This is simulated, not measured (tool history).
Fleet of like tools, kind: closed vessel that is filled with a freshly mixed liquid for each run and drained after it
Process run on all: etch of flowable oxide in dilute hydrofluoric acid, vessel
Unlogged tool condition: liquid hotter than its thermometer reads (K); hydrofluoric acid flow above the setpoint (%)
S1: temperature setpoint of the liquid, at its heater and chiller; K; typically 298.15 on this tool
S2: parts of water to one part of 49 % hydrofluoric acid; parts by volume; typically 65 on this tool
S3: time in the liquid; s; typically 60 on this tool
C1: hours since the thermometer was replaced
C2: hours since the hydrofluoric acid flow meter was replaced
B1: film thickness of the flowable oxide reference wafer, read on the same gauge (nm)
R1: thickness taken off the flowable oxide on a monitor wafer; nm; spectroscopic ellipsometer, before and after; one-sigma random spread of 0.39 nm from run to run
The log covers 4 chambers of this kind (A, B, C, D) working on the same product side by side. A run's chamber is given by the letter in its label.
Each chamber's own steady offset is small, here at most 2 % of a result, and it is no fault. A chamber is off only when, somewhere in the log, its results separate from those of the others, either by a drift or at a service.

run   hour      S1  S2  S3      C1     C2      B1      R1
 1D    7.1  298.15  65  60   395.1  553.6  129.98  42.147
 2A   18.7  298.15  65  60  2014.9  673.2  129.96   41.75
 3C   27.4  298.15  65  60   801.5  638.9  129.99  41.997
 4B   35.5  298.15  65  60   830.7  648.7  129.98  42.139
 5B   44.2  302.15  55  60   839.4  657.4  130.02  59.824
 6C   53.7  302.15  55  60   827.8  665.2     130  58.953
 7D   60.8  302.15  55  60   448.8  607.3  129.98   59.02
 8A     72  302.15  55  60  2068.2  726.5  129.98  59.234
 9C   81.4  298.15  65  60   855.5  692.9     130  42.076
10A     90  298.15  55  90  2086.2  744.5  129.97   76.22
11D   98.4  298.15  55  90   486.4  644.9  130.02  76.245
12B  108.5  298.15  55  90   903.7  721.7     130  74.543
13A  122.9  298.15  55  90  2119.1  777.4  129.99  76.515
14C  131.2  298.15  65  60   905.3  742.7     130  42.337
15D    141  298.15  65  85     529  687.5  130.03  60.774
16B  152.8  298.15  65  85     948    766  130.01  60.576
17B  163.8  298.15  65  85     959    777  130.02  60.184
18D  174.4  298.15  65  85   562.4  720.9     130  60.337
19C    181  299.65  65  60   955.1  792.5     130  45.381
20A  193.1  299.65  65  60  2189.3  847.6  130.01   45.17
21B  200.7  299.65  65  60   995.9  813.9     130  44.768
22D  210.4  299.65  65  60   598.4  756.9  130.01  44.948
       216  -- chamber A: hydrofluoric acid flow meter replaced
23A  217.8  298.15  65  60    2214    1.8     130  42.603
24C  231.6  298.15  65  60  1005.7  843.1  129.98  42.736
25A  240.4  298.15  65  60  2236.6   24.4  130.01  42.608
26D  248.9  298.15  65  60   636.9  795.4  129.97  42.055
27B  257.7  298.15  65  60  1052.9  870.9  130.01  42.382
28C  271.9  298.15  65  60    1046  883.4  129.99   42.76
29B  279.8  298.15  65  60    1075    893  130.03   42.44
30D  290.2  298.15  65  60   678.2  836.7     130  42.711
31A  300.5  298.15  65  60  2296.7   84.5  129.98  42.526
32C  313.9  298.15  45  60    1088  925.4  130.01  63.274
33C  320.7  298.15  45  60  1094.8  932.2  130.01  61.745
34D  329.9  298.15  45  60   717.9  876.4  130.02  63.433
35A  339.4  298.15  45  60  2335.6  123.4  130.01  63.817
36B  352.3  298.15  65  60  1147.5  965.5     130  42.279
     360.3  -- chamber C: thermometer replaced
37C  362.7  298.15  80  45     2.4  974.2  129.98  25.521

Is one chamber off against the others, does the gauge drift, or is nothing wrong? If a chamber is off, say which, and what the likeliest cause is.

No chamber is off and the gauge is stable; the differences are just each chamber's small, constant offset.
